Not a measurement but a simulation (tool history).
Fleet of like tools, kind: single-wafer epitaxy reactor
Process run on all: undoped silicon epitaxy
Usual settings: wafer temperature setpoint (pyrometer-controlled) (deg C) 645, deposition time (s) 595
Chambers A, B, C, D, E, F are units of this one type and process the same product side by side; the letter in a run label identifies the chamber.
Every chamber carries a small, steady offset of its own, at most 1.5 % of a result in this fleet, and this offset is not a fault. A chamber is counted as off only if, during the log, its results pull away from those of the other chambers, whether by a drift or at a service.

run   hour  wafer temperature setpoint (pyrometer-controlled) (deg C)  deposition time (s)  hours since the last pyrometer calibration  read-back reference wafer on the same gauge, thickness_nm  mean film thickness on the monitor wafer (angstrom)
 1C   13.4                                                        645                  595                                      1565.2                                                     85.693                                               909.99
 2D   20.5                                                        645                  595                                       490.4                                                     85.738                                               896.53
 3A   27.0                                                        645                  595                                      1831.6                                                     85.724                                               890.65
 4B   37.0                                                        645                  595                                      1131.0                                                     85.737                                               889.18
      44.5  -- chamber A: pyrometer calibrated
 5E   46.4                                                        645                  595                                      1268.0                                                     85.737                                               896.69
 6F   55.8                                                        645                  595                                       911.7                                                     85.725                                               896.55
 7A   62.5                                                        645                  595                                        18.1                                                     85.742                                               891.02
 8C   69.6                                                        645                  595                                      1621.4                                                     85.769                                               908.40
 9D   79.2                                                        645                  595                                       549.1                                                     85.777                                               897.43
10F   89.5                                                        645                  595                                       945.4                                                     85.792                                               898.85
11E   95.6                                                        645                  595                                      1317.2                                                     85.829                                               898.67
12B  106.5                                                        633                  686                                      1200.5                                                     85.792                                               787.05
13F  113.7                                                        633                  686                                       969.6                                                     85.809                                               794.95
14A  120.2                                                        633                  686                                        75.8                                                     85.829                                               784.65
15D  126.4                                                        633                  686                                       596.3                                                     85.845                                               795.30
16E  138.3                                                        633                  686                                      1359.9                                                     85.836                                               790.25
17C  152.0                                                        633                  686                                      1703.8                                                     85.882                                               797.87
18B  158.0                                                        645                  595                                      1252.0                                                     85.857                                               889.38
19B  165.8                                                        645                  595                                      1259.8                                                     85.840                                               892.29
20C  178.3                                                        645                  595                                      1730.1                                                     85.905                                               908.68
21E  186.4                                                        645                  595                                      1408.0                                                     85.904                                               898.36
22F  197.2                                                        645                  595                                      1053.1                                                     85.903                                               898.82
23A  210.8                                                        645                  595                                       166.4                                                     85.936                                               894.00
24D  219.2                                                        645                  595                                       689.1                                                     85.902                                               898.85
25C  228.2                                                        645                  595                                      1780.0                                                     85.935                                               910.58
26D  238.1                                                        645                  595                                       708.0                                                     85.932                                               895.47
27F  251.0                                                        645                  595                                      1106.9                                                     85.943                                               901.01
28E  262.7                                                        645                  595                                      1484.3                                                     85.944                                               901.58
29B  268.8                                                        645                  548                                      1362.8                                                     85.965                                               819.63
30A  281.2                                                        645                  548                                       236.8                                                     85.989                                               824.78
31B  294.3                                                        645                  548                                      1388.3                                                     86.014                                               821.78
32F  300.6                                                        645                  548                                      1156.5                                                     86.011                                               829.38
33A  313.5                                                        645                  548                                       269.1                                                     86.005                                               825.72
34C  326.1                                                        645                  548                                      1877.9                                                     86.019                                               837.12
35D  339.4                                                        645                  595                                       809.3                                                     86.039                                               898.17
36E  351.9                                                        645                  595                                      1573.5                                                     86.054                                               899.51
37E  359.8                                                        645                  595                                      1581.4                                                     86.069                                               898.61
38C  367.8                                                        645                  595                                      1919.6                                                     86.095                                               912.60
39D  375.8                                                        645                  595                                       845.7                                                     86.103                                               899.71
40F  388.9                                                        645                  595                                      1244.8                                                     86.084                                               900.35
41A  400.4                                                        645                  595                                       356.0                                                     86.125                                               896.48
42B  410.9                                                        645                  595                                      1504.9                                                     86.130                                               892.17
43B  421.5                                                        645                  595                                      1515.5                                                     86.122                                               892.25

Does one chamber stand apart from the rest, does the shared gauge drift, or is all well apart from small per-chamber offsets? Give the chamber and the most likely cause, where there is one.

Gauge drift. The chambers move together only on paper, and none stands off.
Cause: gauge reads high (%) = 0.511.
